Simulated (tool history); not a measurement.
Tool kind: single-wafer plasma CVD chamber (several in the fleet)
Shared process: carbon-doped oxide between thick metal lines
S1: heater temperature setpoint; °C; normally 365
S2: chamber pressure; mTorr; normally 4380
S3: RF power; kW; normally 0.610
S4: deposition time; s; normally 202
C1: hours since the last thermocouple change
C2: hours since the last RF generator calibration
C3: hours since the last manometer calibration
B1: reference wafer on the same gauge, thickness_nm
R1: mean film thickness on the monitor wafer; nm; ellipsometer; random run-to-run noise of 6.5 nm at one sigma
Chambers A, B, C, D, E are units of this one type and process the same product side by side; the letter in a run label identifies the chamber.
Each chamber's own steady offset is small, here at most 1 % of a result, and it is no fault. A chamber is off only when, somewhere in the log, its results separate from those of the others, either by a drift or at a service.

run   hour   S1    S2     S3   S4      C1      C2      C3      B1       R1
 1C    3.5  365  4380  0.610  202  1768.9  1386.8   415.4  1170.3  1075.60
 2D    8.3  365  4380  0.610  202  1829.3   220.2   529.4  1170.3  1064.00
 3A   13.4  365  4380  0.610  202   170.2    82.5  1225.1  1170.5  1091.40
 4B   19.1  365  4380  0.610  202  1506.9   951.0  1253.3  1170.3  1072.60
 5E   23.0  365  4380  0.610  202   720.9   613.5  1815.7  1171.4  1061.10
 6E   26.9  365  4380  0.610  202   724.8   617.4  1819.6  1170.4  1087.90
 7C   31.1  365  4380  0.610  202  1796.5  1414.4   443.0  1168.8  1095.80
 8D   35.3  365  4380  0.610  202  1856.3   247.2   556.4  1169.6  1077.90
 9A   42.8  365  3530  0.610  169   199.6   111.9  1254.5  1168.7   879.03
10B   46.6  365  3530  0.610  169  1534.4   978.5  1280.8  1169.2   871.82
11C   50.4  365  3530  0.610  169  1815.8  1433.7   462.3  1170.8   885.57
12D   56.8  365  3530  0.610  169  1877.8   268.7   577.9  1168.9   875.32
13E   60.6  365  3530  0.610  169   758.5   651.1  1853.3  1169.2   885.67
14A   67.0  365  4380  0.610  202   223.8   136.1  1278.7  1168.4  1084.00
15B   71.7  365  4380  0.610  202  1559.5  1003.6  1305.9  1169.8  1067.50
16D   75.9  365  4380  0.610  202  1896.9   287.8   597.0  1170.5  1079.00
17E   82.2  365  4380  0.610  202   780.1   672.7  1874.9  1170.2  1074.20
18A   88.2  365  4380  0.610  202   245.0   157.3  1299.9  1171.3  1096.60
19B   92.9  365  4380  0.610  202  1580.7  1024.8  1327.1  1169.5  1074.30
20C   98.5  365  4380  0.610  202  1863.9  1481.8   510.4  1171.5  1094.70
21C  102.3  365  4380  0.610  202  1867.7  1485.6   514.2  1169.7  1093.60
22B  110.5  365  4380  0.610  202  1598.3  1042.4  1344.7  1169.8  1076.40
23A  117.5  365  4380  0.610  202   274.3   186.6  1329.2  1172.4  1092.10
24D  123.0  365  4380  0.610  202  1944.0   334.9   644.1  1168.9  1083.50
25E  129.9  365  4380  0.610  202   827.8   720.4  1922.6  1169.8  1066.40
26B  134.9  365  4380  0.610  202  1622.7  1066.8  1369.1  1169.6  1082.80
27C  138.7  365  3640  0.610  202  1904.1  1522.0   550.6  1169.9  1058.40
     141.5  -- chamber A: capacitance manometer re-zeroed and calibrated
28E  146.8  365  3640  0.610  202   844.7   737.3  1939.5  1172.3  1053.80
29D  154.0  365  3640  0.610  202  1975.0   365.9   675.1  1172.3  1051.70
     154.6  -- chamber C: RF generator calibrated
30A  158.5  365  3640  0.610  202   315.3   227.6    17.1  1170.0  1065.60
31E  163.1  365  3640  0.610  202   861.0   753.6  1955.8  1169.7  1045.10
32B  169.7  365  4380  0.610  202  1657.5  1101.6  1403.9  1169.9  1077.20
33A  173.7  365  4380  0.610  202   330.5   242.8    32.3  1169.0  1088.30
34D  177.7  365  4380  0.610  202  1998.7   389.6   698.8  1168.5  1073.20
35C  182.4  365  4380  0.610  202  1947.8    27.8   594.3  1168.1  1095.20
36B  190.4  365  4380  0.610  202  1678.2  1122.3  1424.6  1170.2  1070.10
37C  195.6  365  4380  0.610  202  1961.0    41.0   607.5  1170.0  1091.00
38E  199.7  365  4380  0.610  202   897.6   790.2  1992.4  1171.2  1077.40
39D  206.6  365  4380  0.610  202  2027.6   418.5   727.7  1170.3  1077.30
40A  214.2  365  4380  0.610  202   371.0   283.3    72.8  1171.7  1096.70
41C  218.7  365  4380  0.610  202  1984.1    64.1   630.6  1171.1  1084.40
42A  226.4  365  3860  0.610  202   383.2   295.5    85.0  1171.5  1074.40

Has any chamber moved away from the others, gradually or after a service, or does the common gauge drift, or do the chambers differ only by their own small steady offsets? State the chamber and the most likely cause if one applies.

No chamber is off and the gauge is stable; the differences are just each chamber's small, constant offset.
